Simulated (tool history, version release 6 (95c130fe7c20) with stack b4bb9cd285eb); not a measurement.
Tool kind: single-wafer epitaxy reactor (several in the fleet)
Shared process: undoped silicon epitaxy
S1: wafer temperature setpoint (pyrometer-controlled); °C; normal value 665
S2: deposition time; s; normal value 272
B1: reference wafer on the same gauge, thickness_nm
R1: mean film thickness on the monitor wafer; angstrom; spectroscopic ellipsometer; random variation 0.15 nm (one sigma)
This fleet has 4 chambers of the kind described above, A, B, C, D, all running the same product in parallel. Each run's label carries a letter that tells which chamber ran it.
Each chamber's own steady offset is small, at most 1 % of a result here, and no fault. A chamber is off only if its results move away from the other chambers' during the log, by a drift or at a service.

run	hour	S1	S2	B1	R1
1D	4.3	665	272	52.064	625.54
2A	7.9	665	272	52.11	631.67
3C	11.6	665	272	52.077	631.55
4B	13.8	665	272	52.091	635.91
5D	17.6	665	272	52.109	625.28
6B	22.4	665	272	52.077	636.1
7A	24.9	665	272	52.13	633.24
8C	28.2	665	272	52.106	632.73
9D	32.3	665	272	52.121	623.63
10A	35.8	665	272	52.086	631.82
11C	38.1	665	272	52.106	633.37
12B	43.2	665	272	52.112	636.35
13B	47.7	665	272	52.106	637.89
14D	51.5	665	272	52.101	626.48
15A	54.9	665	272	52.084	633.43
16C	58.9	665	272	52.098	633.01
17B	63.1	665	272	52.072	637.65
18A	66.9	654	252	52.085	465.13
19D	71.5	654	252	52.101	459.21
20C	74.5	654	252	52.098	462.31
21C	78.7	654	252	52.057	463.29
22B	82.8	665	272	52.09	633.4
23D	86.8	665	272	52.107	622.29
24A	91.5	665	272	52.105	629.89
25A	94.4	665	272	52.092	631.82
26B	98.5	665	272	52.1	634.6
27D	102.4	665	272	52.115	625.52
28C	106.1	665	272	52.106	632.9
29C	110.9	665	272	52.091	631.91
30B	114	665	272	52.118	639.98
31D	117.7	665	272	52.073	625.64
32A	120.7	665	316	52.081	732.05
33C	125.2	665	316	52.107	733.66
34A	128	665	316	52.113	733.92
35D	132.3	665	316	52.076	728.21

The same settings go to every chamber for the next run, one line per chamber below. Forecast the results for each:
36A	136	665	315		?
36B	136	665	315		?
36C	136	665	315		?
36D	136	665	315		?

run	R1
36A	730.72
36B	735.47
36C	731.09
36D	723.42

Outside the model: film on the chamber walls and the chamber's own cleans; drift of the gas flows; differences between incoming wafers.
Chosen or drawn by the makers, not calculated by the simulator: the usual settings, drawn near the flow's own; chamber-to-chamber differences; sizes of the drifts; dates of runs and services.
